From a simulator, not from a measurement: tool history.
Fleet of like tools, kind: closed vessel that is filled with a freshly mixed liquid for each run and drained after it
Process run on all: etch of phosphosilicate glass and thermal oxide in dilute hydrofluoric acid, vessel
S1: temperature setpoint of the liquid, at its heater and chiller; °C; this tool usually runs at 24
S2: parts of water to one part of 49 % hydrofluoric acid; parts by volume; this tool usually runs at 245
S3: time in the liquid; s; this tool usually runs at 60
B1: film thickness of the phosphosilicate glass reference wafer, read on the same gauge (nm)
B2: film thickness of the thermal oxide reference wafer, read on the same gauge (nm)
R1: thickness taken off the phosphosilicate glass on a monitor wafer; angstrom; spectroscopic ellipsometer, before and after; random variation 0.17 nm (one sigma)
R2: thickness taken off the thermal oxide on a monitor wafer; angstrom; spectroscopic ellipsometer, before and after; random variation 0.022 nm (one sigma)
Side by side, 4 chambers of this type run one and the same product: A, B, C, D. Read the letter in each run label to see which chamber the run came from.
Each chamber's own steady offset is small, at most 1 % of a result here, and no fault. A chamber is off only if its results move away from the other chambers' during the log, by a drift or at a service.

run 1A day=0.454 | S1=24 S2=245 S3=60 | B1=59.988 B2=119.99 | R1=259.34 R2=9.653
run 2D day=0.679 | S1=24 S2=245 S3=60 | B1=60 B2=120 | R1=256.05 R2=10.094
run 3C day=1.138 | S1=24 S2=245 S3=60 | B1=59.957 B2=119.99 | R1=258.22 R2=9.5295
run 4B day=1.554 | S1=24 S2=245 S3=60 | B1=59.997 B2=119.98 | R1=259.23 R2=9.9104
run 5D day=1.838 | S1=24 S2=245 S3=60 | B1=60.03 B2=120 | R1=259.75 R2=9.3132
run 6A day=2.225 | S1=24 S2=245 S3=60 | B1=60.009 B2=120.02 | R1=256.1 R2=9.8013
run 7C day=2.675 | S1=24 S2=245 S3=60 | B1=60.028 B2=120 | R1=263.15 R2=9.4325
run 8B day=3.079 | S1=22 S2=300 S3=60 | B1=60.004 B2=120 | R1=184.83 R2=7.0668
run 9D day=3.458 | S1=22 S2=300 S3=60 | B1=60.019 B2=119.99 | R1=188.29 R2=6.885
run 10C day=3.804 | S1=22 S2=300 S3=60 | B1=59.978 B2=119.99 | R1=187.42 R2=7.0205
run 11B day=4.167 | S1=22 S2=300 S3=60 | B1=59.993 B2=119.99 | R1=185.08 R2=6.7536
run 12A day=4.412 | S1=20.5 S2=180 S3=60 | B1=59.985 B2=120.03 | R1=329.86 R2=12.396
run 13B day=4.717 | S1=20.5 S2=180 S3=60 | B1=60.025 B2=119.97 | R1=332.72 R2=12.683
-- day=4.938 chamber C: hydrofluoric acid flow meter replaced
run 14D day=5.175 | S1=20.5 S2=180 S3=60 | B1=59.961 B2=120 | R1=334.23 R2=12.301
run 15A day=5.429 | S1=20.5 S2=180 S3=60 | B1=60.011 B2=120.02 | R1=324.05 R2=11.98
run 16C day=5.875 | S1=24 S2=245 S3=60 | B1=59.974 B2=120 | R1=257.49 R2=9.3897
run 17B day=6.317 | S1=24 S2=245 S3=60 | B1=60.021 B2=120.01 | R1=258.66 R2=9.7158
run 18A day=6.608 | S1=24 S2=245 S3=60 | B1=59.98 B2=119.98 | R1=257.03 R2=9.6799
run 19D day=6.988 | S1=24 S2=245 S3=60 | B1=60.01 B2=120 | R1=262.62 R2=9.6931
run 20C day=7.212 | S1=24 S2=245 S3=60 | B1=59.99 B2=120.01 | R1=259.27 R2=9.906
run 21B day=7.446 | S1=24 S2=245 S3=60 | B1=60 B2=119.99 | R1=255.91 R2=9.8136
run 22C day=7.9 | S1=24 S2=245 S3=60 | B1=59.998 B2=120.01 | R1=261.83 R2=9.4214
run 23A day=8.242 | S1=24 S2=245 S3=60 | B1=59.959 B2=119.98 | R1=256.33 R2=9.3337
run 24D day=8.554 | S1=24 S2=245 S3=60 | B1=59.982 B2=120.01 | R1=261.3 R2=9.4178
run 25C day=8.979 | S1=24 S2=245 S3=60 | B1=60.004 B2=120.02 | R1=257.48 R2=9.6688
run 26B day=9.367 | S1=24 S2=245 S3=60 | B1=59.98 B2=120.01 | R1=256.43 R2=9.3822
run 27D day=9.654 | S1=24 S2=245 S3=60 | B1=59.995 B2=119.98 | R1=263.81 R2=9.5038
run 28A day=10.096 | S1=24 S2=245 S3=60 | B1=59.988 B2=120 | R1=256.53 R2=9.488
run 29A day=10.442 | S1=24 S2=245 S3=60 | B1=59.997 B2=119.96 | R1=255.67 R2=9.3404
run 30D day=10.654 | S1=24 S2=245 S3=60 | B1=60.008 B2=119.99 | R1=265.04 R2=9.7878
run 31B day=10.862 | S1=24 S2=245 S3=60 | B1=60.031 B2=120.02 | R1=258.14 R2=9.9832
run 32C day=11.15 | S1=24 S2=245 S3=60 | B1=59.992 B2=120 | R1=259.85 R2=9.3963
run 33D day=11.383 | S1=24 S2=245 S3=60 | B1=59.999 B2=120.01 | R1=259.95 R2=9.6011
run 34C day=11.629 | S1=24 S2=245 S3=60 | B1=60.013 B2=119.99 | R1=261.01 R2=9.7183
run 35B day=11.862 | S1=24 S2=245 S3=60 | B1=60.005 B2=120.04 | R1=258.51 R2=9.9392
run 36A day=12.312 | S1=24 S2=245 S3=60 | B1=60.001 B2=119.98 | R1=258.9 R2=9.7885
run 37C day=12.538 | S1=24 S2=145 S3=80 | B1=60 B2=119.99 | R1=650.24 R2=24.422

Has any chamber moved away from the others, gradually or after a service, or does the common gauge drift, or do the chambers differ only by their own small steady offsets? State the chamber and the most likely cause if one applies.

Beyond each chamber's small constant offset nothing stands out, and the gauge stays steady.
